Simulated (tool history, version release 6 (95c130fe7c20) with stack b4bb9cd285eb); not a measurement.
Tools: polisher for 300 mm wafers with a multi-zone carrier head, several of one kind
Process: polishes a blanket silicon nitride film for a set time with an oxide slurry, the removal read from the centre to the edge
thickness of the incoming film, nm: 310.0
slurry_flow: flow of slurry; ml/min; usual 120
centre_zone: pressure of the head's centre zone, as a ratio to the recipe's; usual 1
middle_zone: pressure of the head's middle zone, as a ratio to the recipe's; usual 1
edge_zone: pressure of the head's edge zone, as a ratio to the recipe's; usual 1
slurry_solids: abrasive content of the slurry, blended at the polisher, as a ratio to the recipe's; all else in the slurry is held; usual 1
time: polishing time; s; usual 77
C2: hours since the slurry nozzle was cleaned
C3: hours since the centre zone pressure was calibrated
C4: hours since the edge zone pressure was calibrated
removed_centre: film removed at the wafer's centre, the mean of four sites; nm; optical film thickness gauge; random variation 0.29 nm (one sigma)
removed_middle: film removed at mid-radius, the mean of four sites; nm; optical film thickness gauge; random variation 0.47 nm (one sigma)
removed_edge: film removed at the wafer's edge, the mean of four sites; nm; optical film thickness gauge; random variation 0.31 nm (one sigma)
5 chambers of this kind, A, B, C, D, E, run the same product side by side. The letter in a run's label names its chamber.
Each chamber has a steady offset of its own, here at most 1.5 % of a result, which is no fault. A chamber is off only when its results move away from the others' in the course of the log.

run 1A hour=6.8 | slurry_flow=120 centre_zone=1 middle_zone=1 edge_zone=1 slurry_solids=1 time=77 | wafers_polished_on_this_pad=1314 C2=163.8 C3=314.8 C4=978.4 | removed_centre=41.101 removed_middle=40.457 removed_edge=40
-- hour=8.2 chamber C: slurry nozzle cleaned
run 2C hour=13.3 | slurry_flow=120 centre_zone=1 middle_zone=1 edge_zone=1 slurry_solids=1 time=77 | wafers_polished_on_this_pad=684 C2=5.2 C3=311.5 C4=567.5 | removed_centre=41.265 removed_middle=39.913 removed_edge=41.094
-- hour=13.6 chamber A: worn pad replaced by a new one
-- hour=18.8 chamber E: worn pad replaced by a new one
-- hour=21.5 chamber C: worn pad replaced by a new one
run 3E hour=21.6 | slurry_flow=120 centre_zone=1 middle_zone=1 edge_zone=1 slurry_solids=1 time=77 | wafers_polished_on_this_pad=36 C2=31.3 C3=881.9 C4=216.1 | removed_centre=41.414 removed_middle=39.955 removed_edge=40.456
run 4D hour=30 | slurry_flow=120 centre_zone=1 middle_zone=1 edge_zone=1 slurry_solids=1 time=77 | wafers_polished_on_this_pad=509 C2=277.1 C3=369.9 C4=236.4 | removed_centre=40.445 removed_middle=40.512 removed_edge=40.134
run 5B hour=39 | slurry_flow=120 centre_zone=1 middle_zone=1 edge_zone=1 slurry_solids=1 time=77 | wafers_polished_on_this_pad=846 C2=207 C3=537.3 C4=281.7 | removed_centre=40.897 removed_middle=41.675 removed_edge=41.474
-- hour=39.1 chamber B: worn pad replaced by a new one
run 6A hour=47 | slurry_flow=120 centre_zone=1 middle_zone=1 edge_zone=1 slurry_solids=1 time=77 | wafers_polished_on_this_pad=430 C2=204 C3=355 C4=1018.6 | removed_centre=40.336 removed_middle=40.559 removed_edge=40.449
run 7E hour=57 | slurry_flow=120 centre_zone=1 middle_zone=1 edge_zone=1 slurry_solids=1 time=77 | wafers_polished_on_this_pad=492 C2=66.7 C3=917.3 C4=251.5 | removed_centre=41.093 removed_middle=40.393 removed_edge=40.784
run 8D hour=65.5 | slurry_flow=120 centre_zone=1 middle_zone=1 edge_zone=1 slurry_solids=1 time=77 | wafers_polished_on_this_pad=966 C2=312.6 C3=405.4 C4=271.9 | removed_centre=40.486 removed_middle=40.804 removed_edge=40.092
run 9B hour=74.4 | slurry_flow=120 centre_zone=1 middle_zone=1 edge_zone=1 slurry_solids=1 time=77 | wafers_polished_on_this_pad=454 C2=242.4 C3=572.7 C4=317.1 | removed_centre=41.375 removed_middle=40.381 removed_edge=40.419
run 10C hour=81.1 | slurry_flow=120 centre_zone=1 middle_zone=1 edge_zone=1 slurry_solids=1 time=77 | wafers_polished_on_this_pad=767 C2=73 C3=379.3 C4=635.3 | removed_centre=41.248 removed_middle=41.129 removed_edge=40.469
-- hour=82.2 chamber B: centre zone pressure recalibrated
-- hour=85.2 chamber D: worn pad replaced by a new one
-- hour=86.8 chamber C: worn pad replaced by a new one
run 11D hour=89.6 | slurry_flow=120 centre_zone=1 middle_zone=1 edge_zone=1 slurry_solids=1 time=77 | wafers_polished_on_this_pad=57 C2=336.7 C3=429.5 C4=296 | removed_centre=41.023 removed_middle=40.196 removed_edge=40.171
run 12B hour=97.8 | slurry_flow=120 centre_zone=1 middle_zone=1 edge_zone=1 slurry_solids=1 time=77 | wafers_polished_on_this_pad=755 C2=265.8 C3=15.6 C4=340.5 | removed_centre=41.271 removed_middle=40.813 removed_edge=40.813
-- hour=99.6 chamber D: centre zone pressure recalibrated
-- hour=101.8 chamber E: worn pad replaced by a new one
-- hour=103 chamber B: slurry nozzle cleaned
-- hour=104.9 chamber B: worn pad replaced by a new one
-- hour=105 chamber A: centre zone pressure recalibrated
run 13C hour=105.7 | slurry_flow=120 centre_zone=1 middle_zone=1 edge_zone=1 slurry_solids=1 time=77 | wafers_polished_on_this_pad=243 C2=97.6 C3=403.9 C4=659.9 | removed_centre=40.417 removed_middle=41.992 removed_edge=40.986
run 14A hour=112.9 | slurry_flow=120 centre_zone=1 middle_zone=1 edge_zone=1 slurry_solids=1 time=77 | wafers_polished_on_this_pad=1278 C2=269.9 C3=8 C4=1084.5 | removed_centre=40.234 removed_middle=40.105 removed_edge=39.995
run 15E hour=121 | slurry_flow=120 centre_zone=1 middle_zone=1 edge_zone=1 slurry_solids=1 time=77 | wafers_polished_on_this_pad=248 C2=130.7 C3=981.3 C4=315.5 | removed_centre=41.159 removed_middle=39.603 removed_edge=40.265
run 16A hour=126.9 | slurry_flow=120 centre_zone=1 middle_zone=1 edge_zone=1 slurry_solids=1 time=77 | wafers_polished_on_this_pad=1458 C2=283.9 C3=22 C4=1098.5 | removed_centre=39.597 removed_middle=40.46 removed_edge=40.109
-- hour=133.3 chamber A: worn pad replaced by a new one
run 17E hour=133.5 | slurry_flow=120 centre_zone=1 middle_zone=1 edge_zone=1 slurry_solids=1 time=77 | wafers_polished_on_this_pad=408 C2=143.2 C3=993.8 C4=328 | removed_centre=40.8 removed_middle=40.618 removed_edge=40.615
-- hour=138.5 chamber D: slurry nozzle cleaned
run 18B hour=139.7 | slurry_flow=120 centre_zone=1 middle_zone=1 edge_zone=1 slurry_solids=1 time=77 | wafers_polished_on_this_pad=449 C2=36.8 C3=57.5 C4=382.4 | removed_centre=41.252 removed_middle=41.234 removed_edge=41.267
run 19C hour=145.4 | slurry_flow=120 centre_zone=1 middle_zone=1 edge_zone=1 slurry_solids=1 time=77 | wafers_polished_on_this_pad=754 C2=137.3 C3=443.6 C4=699.6 | removed_centre=41.21 removed_middle=41.255 removed_edge=40.191
-- hour=148.8 chamber C: worn pad replaced by a new one
run 20D hour=155.4 | slurry_flow=120 centre_zone=1 middle_zone=1 edge_zone=1 slurry_solids=1 time=77 | wafers_polished_on_this_pad=904 C2=16.9 C3=55.9 C4=361.8 | removed_centre=41.038 removed_middle=40.439 removed_edge=40.646
run 21B hour=164.6 | slurry_flow=120 centre_zone=1 middle_zone=1 edge_zone=1 slurry_solids=1 time=77 | wafers_polished_on_this_pad=769 C2=61.7 C3=82.4 C4=407.3 | removed_centre=40.979 removed_middle=41.836 removed_edge=41.127
-- hour=167 chamber B: worn pad replaced by a new one
run 22C hour=174.4 | slurry_flow=120 centre_zone=1 middle_zone=1 edge_zone=1 slurry_solids=1 time=77 | wafers_polished_on_this_pad=329 C2=166.3 C3=472.6 C4=728.6 | removed_centre=40.773 removed_middle=40.923 removed_edge=40.649
-- hour=176.9 chamber D: worn pad replaced by a new one
run 23D hour=182 | slurry_flow=120 centre_zone=1 middle_zone=1 edge_zone=1 slurry_solids=1 time=77 | wafers_polished_on_this_pad=66 C2=43.5 C3=82.5 C4=388.4 | removed_centre=40.61 removed_middle=40.733 removed_edge=40.059
run 24A hour=188.7 | slurry_flow=120 centre_zone=1 middle_zone=1 edge_zone=1 slurry_solids=1 time=77 | wafers_polished_on_this_pad=714 C2=345.7 C3=83.8 C4=1160.3 | removed_centre=40.06 removed_middle=39.392 removed_edge=40.025
-- hour=194.1 chamber E: worn pad replaced by a new one
run 25E hour=196.9 | slurry_flow=120 centre_zone=1 middle_zone=1 edge_zone=1 slurry_solids=1 time=77 | wafers_polished_on_this_pad=36 C2=206.6 C3=1057.2 C4=391.4 | removed_centre=41.059 removed_middle=39.858 removed_edge=40.442
-- hour=203.1 chamber C: worn pad replaced by a new one
run 26B hour=205.9 | slurry_flow=120 centre_zone=1 middle_zone=1 edge_zone=1 slurry_solids=1 time=77 | wafers_polished_on_this_pad=501 C2=103 C3=123.7 C4=448.6 | removed_centre=41.356 removed_middle=40.87 removed_edge=40.684
-- hour=207.8 chamber E: edge zone pressure recalibrated
run 27C hour=211.1 | slurry_flow=120 centre_zone=1 middle_zone=1 edge_zone=1 slurry_solids=1 time=77 | wafers_polished_on_this_pad=103 C2=203 C3=509.3 C4=765.3 | removed_centre=40.947 removed_middle=40.684 removed_edge=40.644
run 28E hour=216 | slurry_flow=120 centre_zone=1 middle_zone=1 edge_zone=1 slurry_solids=1 time=77 | wafers_polished_on_this_pad=282 C2=225.7 C3=1076.3 C4=8.2 | removed_centre=40.544 removed_middle=39.651 removed_edge=41.232
run 29A hour=222.7 | slurry_flow=120 centre_zone=1 middle_zone=1 edge_zone=1 slurry_solids=1 time=77 | wafers_polished_on_this_pad=1152 C2=379.7 C3=117.8 C4=1194.3 | removed_centre=39.235 removed_middle=39.729 removed_edge=38.905
-- hour=223.4 chamber B: worn pad replaced by a new one
run 30D hour=230.2 | slurry_flow=120 centre_zone=1 middle_zone=1 edge_zone=1 slurry_solids=1 time=77 | wafers_polished_on_this_pad=686 C2=91.7 C3=130.7 C4=436.6 | removed_centre=40.152 removed_middle=40.963 removed_edge=39.905
run 31C hour=236.5 | slurry_flow=120 centre_zone=1 middle_zone=1 edge_zone=1 slurry_solids=1 time=77 | wafers_polished_on_this_pad=430 C2=228.4 C3=534.7 C4=790.7 | removed_centre=41.484 removed_middle=40.453 removed_edge=40.928
run 32D hour=241.1 | slurry_flow=120 centre_zone=1 middle_zone=1 edge_zone=1 slurry_solids=1 time=77 | wafers_polished_on_this_pad=827 C2=102.6 C3=141.6 C4=447.5 | removed_centre=41.023 removed_middle=40.098 removed_edge=40.621
run 33E hour=250.4 | slurry_flow=120 centre_zone=1 middle_zone=1 edge_zone=1 slurry_solids=1 time=77 | wafers_polished_on_this_pad=725 C2=260.1 C3=1110.7 C4=42.6 | removed_centre=40.753 removed_middle=40.306 removed_edge=40.384
-- hour=253.6 chamber A: worn pad replaced by a new one
-- hour=254.2 chamber C: worn pad replaced by a new one
run 34A hour=256.6 | slurry_flow=120 centre_zone=1 middle_zone=1 edge_zone=1 slurry_solids=1 time=77 | wafers_polished_on_this_pad=39 C2=413.6 C3=151.7 C4=1228.2 | removed_centre=38.708 removed_middle=38.794 removed_edge=38.643
run 35B hour=264.1 | slurry_flow=120 centre_zone=1 middle_zone=1 edge_zone=1 slurry_solids=1 time=77 | wafers_polished_on_this_pad=524 C2=161.2 C3=181.9 C4=506.8 | removed_centre=41.425 removed_middle=41.198 removed_edge=40.821
run 36A hour=270.5 | slurry_flow=120 centre_zone=1 middle_zone=1 edge_zone=1 slurry_solids=1 time=77 | wafers_polished_on_this_pad=218 C2=427.5 C3=165.6 C4=1242.1 | removed_centre=38.171 removed_middle=38.264 removed_edge=39.298
-- hour=273.7 chamber E: slurry nozzle cleaned
-- hour=278.5 chamber B: worn pad replaced by a new one
run 37E hour=280.2 | slurry_flow=120 centre_zone=1 middle_zone=1 edge_zone=1 slurry_solids=1 time=77 | wafers_polished_on_this_pad=1109 C2=6.5 C3=1140.5 C4=72.4 | removed_centre=41.413 removed_middle=40.876 removed_edge=41.203
run 38C hour=288.7 | slurry_flow=120 centre_zone=1 middle_zone=1 edge_zone=1 slurry_solids=1 time=77 | wafers_polished_on_this_pad=444 C2=280.6 C3=586.9 C4=842.9 | removed_centre=41.163 removed_middle=41.081 removed_edge=40.59
run 39B hour=296.1 | slurry_flow=120 centre_zone=1 middle_zone=1 edge_zone=1 slurry_solids=1 time=77 | wafers_polished_on_this_pad=227 C2=193.2 C3=213.9 C4=538.8 | removed_centre=42.056 removed_middle=41.044 removed_edge=41.123

What goes on in this fleet: one chamber off, a drifting gauge, or nothing beyond the chambers' own small offsets? Name the chamber and the cause, if any.

Chamber A drifts away from the others.
Cause: slurry flow missing at the pad, % = 22.

Here are 4 candidates for chamber A's next run, each the usual settings with a change, their results left as question marks. Which one brings its results back in line with what the others give on the usual settings?
In line means no further than this from the other chambers' mean on the usual settings: removed_centre 1 nm; removed_middle 1.6 nm; removed_edge 1.1 nm
run 40A-1 hour=303.4 | slurry_flow=120 centre_zone=0.99 middle_zone=1 edge_zone=1 slurry_solids=1 time=76 | removed_centre=? removed_middle=? removed_edge=?
run 40A-2 hour=303.4 | slurry_flow=120 centre_zone=1.01 middle_zone=1 edge_zone=1 slurry_solids=1 time=78 | removed_centre=? removed_middle=? removed_edge=?
run 40A-3 hour=303.4 | slurry_flow=115 centre_zone=0.98 middle_zone=0.99 edge_zone=1.01 slurry_solids=1 time=73 | removed_centre=? removed_middle=? removed_edge=?
run 40A-4 hour=303.4 | slurry_flow=125 centre_zone=1.02 middle_zone=1.01 edge_zone=0.99 slurry_solids=1 time=81 | removed_centre=? removed_middle=? removed_edge=?

The other chambers' mean on the usual settings: removed_centre 40.958 nm; removed_middle 40.679 nm; removed_edge 40.658 nm
run=40A-1 removed_centre=36.693 removed_middle=37.179 removed_edge=37.933
run=40A-2 removed_centre=38.493 removed_middle=38.153 removed_edge=38.932
run=40A-3 removed_centre=34.321 removed_middle=34.918 removed_edge=36.31
run=40A-4 removed_centre=40.983 removed_middle=40.474 removed_edge=40.542
40A-4 brings the chamber back in line.
